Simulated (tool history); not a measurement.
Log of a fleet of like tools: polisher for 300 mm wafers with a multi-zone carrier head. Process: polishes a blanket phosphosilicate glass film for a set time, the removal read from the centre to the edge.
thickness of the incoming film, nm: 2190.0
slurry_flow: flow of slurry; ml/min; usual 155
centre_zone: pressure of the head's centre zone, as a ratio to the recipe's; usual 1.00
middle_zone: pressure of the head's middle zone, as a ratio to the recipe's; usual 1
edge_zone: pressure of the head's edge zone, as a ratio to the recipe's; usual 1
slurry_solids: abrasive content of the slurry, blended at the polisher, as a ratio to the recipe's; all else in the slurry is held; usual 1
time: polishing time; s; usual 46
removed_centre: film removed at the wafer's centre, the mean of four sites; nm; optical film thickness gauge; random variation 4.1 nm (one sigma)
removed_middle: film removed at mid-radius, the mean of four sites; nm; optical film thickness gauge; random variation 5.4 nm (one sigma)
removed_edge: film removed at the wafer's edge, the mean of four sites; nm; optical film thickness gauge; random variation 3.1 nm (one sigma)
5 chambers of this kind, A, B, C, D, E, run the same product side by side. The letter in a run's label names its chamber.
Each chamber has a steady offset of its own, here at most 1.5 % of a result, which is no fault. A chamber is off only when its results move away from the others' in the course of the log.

{"run": "1E", "hour": 7.7, "slurry_flow": 155, "centre_zone": 1.0, "middle_zone": 1, "edge_zone": 1, "slurry_solids": 1, "time": 46, "removed_centre": 406.01, "removed_middle": 399.08, "removed_edge": 406.16}
{"hour": 8.6, "done": "chamber D: worn pad replaced by a new one"}
{"hour": 11.4, "done": "chamber C: worn pad replaced by a new one"}
{"run": "2A", "hour": 14.4, "slurry_flow": 155, "centre_zone": 1.0, "middle_zone": 1, "edge_zone": 1, "slurry_solids": 1, "time": 46, "removed_centre": 404.69, "removed_middle": 391.91, "removed_edge": 394.11}
{"hour": 19.0, "done": "chamber A: slurry nozzle cleaned"}
{"run": "3D", "hour": 19.3, "slurry_flow": 155, "centre_zone": 1.0, "middle_zone": 1, "edge_zone": 1, "slurry_solids": 1, "time": 46, "removed_centre": 402.24, "removed_middle": 404.31, "removed_edge": 400.19}
{"run": "4C", "hour": 24.6, "slurry_flow": 155, "centre_zone": 1.0, "middle_zone": 1, "edge_zone": 1, "slurry_solids": 1, "time": 46, "removed_centre": 405.74, "removed_middle": 403.39, "removed_edge": 403.35}
{"hour": 29.4, "done": "chamber A: worn pad replaced by a new one"}
{"run": "5B", "hour": 29.9, "slurry_flow": 155, "centre_zone": 1.0, "middle_zone": 1, "edge_zone": 1, "slurry_solids": 1, "time": 46, "removed_centre": 399.3, "removed_middle": 402.81, "removed_edge": 402.13}
{"hour": 32.5, "done": "chamber E: worn pad replaced by a new one"}
{"run": "6E", "hour": 34.3, "slurry_flow": 155, "centre_zone": 1.0, "middle_zone": 1, "edge_zone": 1, "slurry_solids": 1, "time": 46, "removed_centre": 400.78, "removed_middle": 398.75, "removed_edge": 409.69}
{"hour": 35.7, "done": "chamber B: worn pad replaced by a new one"}
{"run": "7D", "hour": 40.6, "slurry_flow": 155, "centre_zone": 1.0, "middle_zone": 1, "edge_zone": 1, "slurry_solids": 1, "time": 46, "removed_centre": 402.64, "removed_middle": 400.23, "removed_edge": 402.3}
{"hour": 43.3, "done": "chamber C: centre zone pressure recalibrated"}
{"run": "8A", "hour": 44.3, "slurry_flow": 155, "centre_zone": 1.0, "middle_zone": 1, "edge_zone": 1, "slurry_solids": 1, "time": 46, "removed_centre": 395.69, "removed_middle": 401.11, "removed_edge": 400.23}
{"run": "9C", "hour": 50.4, "slurry_flow": 185, "centre_zone": 0.92, "middle_zone": 1, "edge_zone": 1, "slurry_solids": 1, "time": 46, "removed_centre": 380.35, "removed_middle": 408.55, "removed_edge": 402.1}
{"run": "10B", "hour": 54.0, "slurry_flow": 185, "centre_zone": 0.92, "middle_zone": 1, "edge_zone": 1, "slurry_solids": 1, "time": 46, "removed_centre": 366.98, "removed_middle": 415.09, "removed_edge": 408.59}
{"hour": 58.6, "done": "chamber C: worn pad replaced by a new one"}
{"run": "11E", "hour": 60.9, "slurry_flow": 185, "centre_zone": 0.92, "middle_zone": 1, "edge_zone": 1, "slurry_solids": 1, "time": 46, "removed_centre": 385.81, "removed_middle": 406.84, "removed_edge": 418.08}
{"run": "12B", "hour": 65.7, "slurry_flow": 185, "centre_zone": 0.92, "middle_zone": 1, "edge_zone": 1, "slurry_solids": 1, "time": 46, "removed_centre": 368.07, "removed_middle": 406.3, "removed_edge": 411.81}
{"run": "13A", "hour": 70.6, "slurry_flow": 185, "centre_zone": 0.92, "middle_zone": 1, "edge_zone": 1, "slurry_solids": 1, "time": 46, "removed_centre": 371.73, "removed_middle": 412.38, "removed_edge": 409.31}
{"hour": 73.5, "done": "chamber B: slurry nozzle cleaned"}
{"run": "14C", "hour": 74.7, "slurry_flow": 155, "centre_zone": 1.0, "middle_zone": 1, "edge_zone": 1, "slurry_solids": 1, "time": 46, "removed_centre": 402.53, "removed_middle": 395.39, "removed_edge": 397.78}
{"hour": 77.2, "done": "chamber D: worn pad replaced by a new one"}
{"run": "15D", "hour": 82.1, "slurry_flow": 155, "centre_zone": 1.0, "middle_zone": 1, "edge_zone": 1, "slurry_solids": 1, "time": 46, "removed_centre": 390.37, "removed_middle": 403.16, "removed_edge": 400.74}
{"hour": 84.2, "done": "chamber A: worn pad replaced by a new one"}
{"run": "16D", "hour": 85.7, "slurry_flow": 155, "centre_zone": 1.0, "middle_zone": 1, "edge_zone": 1, "slurry_solids": 1, "time": 46, "removed_centre": 397.72, "removed_middle": 407.82, "removed_edge": 396.69}
{"run": "17A", "hour": 91.6, "slurry_flow": 155, "centre_zone": 1.0, "middle_zone": 1, "edge_zone": 1, "slurry_solids": 1, "time": 46, "removed_centre": 402.6, "removed_middle": 395.85, "removed_edge": 400.21}
{"run": "18C", "hour": 95.8, "slurry_flow": 155, "centre_zone": 1.0, "middle_zone": 1, "edge_zone": 1, "slurry_solids": 1, "time": 46, "removed_centre": 398.07, "removed_middle": 392.25, "removed_edge": 402.85}
{"run": "19E", "hour": 100.1, "slurry_flow": 155, "centre_zone": 1.0, "middle_zone": 1, "edge_zone": 1, "slurry_solids": 1, "time": 46, "removed_centre": 398.67, "removed_middle": 406.98, "removed_edge": 402.24}
{"hour": 100.5, "done": "chamber C: worn pad replaced by a new one"}
{"hour": 106.6, "done": "chamber B: worn pad replaced by a new one"}
{"run": "20B", "hour": 108.0, "slurry_flow": 155, "centre_zone": 1.0, "middle_zone": 1, "edge_zone": 1, "slurry_solids": 1, "time": 46, "removed_centre": 393.51, "removed_middle": 392.38, "removed_edge": 396.77}
{"run": "21E", "hour": 113.5, "slurry_flow": 155, "centre_zone": 1.0, "middle_zone": 1, "edge_zone": 1, "slurry_solids": 1, "time": 46, "removed_centre": 402.94, "removed_middle": 407.19, "removed_edge": 407.81}
{"hour": 114.0, "done": "chamber C: slurry nozzle cleaned"}
{"hour": 114.4, "done": "chamber E: worn pad replaced by a new one"}
{"run": "22C", "hour": 121.0, "slurry_flow": 155, "centre_zone": 1.0, "middle_zone": 1, "edge_zone": 1, "slurry_solids": 1, "time": 46, "removed_centre": 395.61, "removed_middle": 399.25, "removed_edge": 401.27}
{"run": "23A", "hour": 128.9, "slurry_flow": 155, "centre_zone": 1.0, "middle_zone": 1, "edge_zone": 1, "slurry_solids": 1, "time": 46, "removed_centre": 398.68, "removed_middle": 407.46, "removed_edge": 400.64}
{"run": "24B", "hour": 133.0, "slurry_flow": 155, "centre_zone": 1.0, "middle_zone": 1, "edge_zone": 1, "slurry_solids": 1, "time": 46, "removed_centre": 403.04, "removed_middle": 390.36, "removed_edge": 406.66}
{"hour": 136.8, "done": "chamber A: worn pad replaced by a new one"}
{"run": "25D", "hour": 140.6, "slurry_flow": 155, "centre_zone": 1.0, "middle_zone": 1, "edge_zone": 1, "slurry_solids": 1, "time": 46, "removed_centre": 398.61, "removed_middle": 407.83, "removed_edge": 404.2}
{"hour": 142.5, "done": "chamber D: worn pad replaced by a new one"}
{"hour": 144.7, "done": "chamber C: worn pad replaced by a new one"}
{"run": "26B", "hour": 145.2, "slurry_flow": 155, "centre_zone": 1.0, "middle_zone": 1, "edge_zone": 1, "slurry_solids": 1, "time": 46, "removed_centre": 402.74, "removed_middle": 391.32, "removed_edge": 403.81}
{"run": "27E", "hour": 149.9, "slurry_flow": 155, "centre_zone": 1.0, "middle_zone": 1, "edge_zone": 1, "slurry_solids": 1, "time": 46, "removed_centre": 397.46, "removed_middle": 411.7, "removed_edge": 404.14}
{"run": "28D", "hour": 157.7, "slurry_flow": 155, "centre_zone": 1.0, "middle_zone": 1, "edge_zone": 1, "slurry_solids": 1, "time": 46, "removed_centre": 393.85, "removed_middle": 398.46, "removed_edge": 405.99}
{"run": "29A", "hour": 162.8, "slurry_flow": 155, "centre_zone": 1.0, "middle_zone": 1, "edge_zone": 1, "slurry_solids": 1, "time": 46, "removed_centre": 397.74, "removed_middle": 408.72, "removed_edge": 403.29}
{"run": "30C", "hour": 167.8, "slurry_flow": 135, "centre_zone": 1.04, "middle_zone": 1, "edge_zone": 1, "slurry_solids": 1, "time": 46, "removed_centre": 410.28, "removed_middle": 382.23, "removed_edge": 388.27}
{"run": "31E", "hour": 174.9, "slurry_flow": 135, "centre_zone": 1.04, "middle_zone": 1, "edge_zone": 1, "slurry_solids": 1, "time": 46, "removed_centre": 400.63, "removed_middle": 388.0, "removed_edge": 396.56}

Is one chamber off against the others, does the gauge drift, or is nothing wrong? If a chamber is off, say which, and what the likeliest cause is.

No chamber stands off beyond its own small offset, and the gauge holds steady.

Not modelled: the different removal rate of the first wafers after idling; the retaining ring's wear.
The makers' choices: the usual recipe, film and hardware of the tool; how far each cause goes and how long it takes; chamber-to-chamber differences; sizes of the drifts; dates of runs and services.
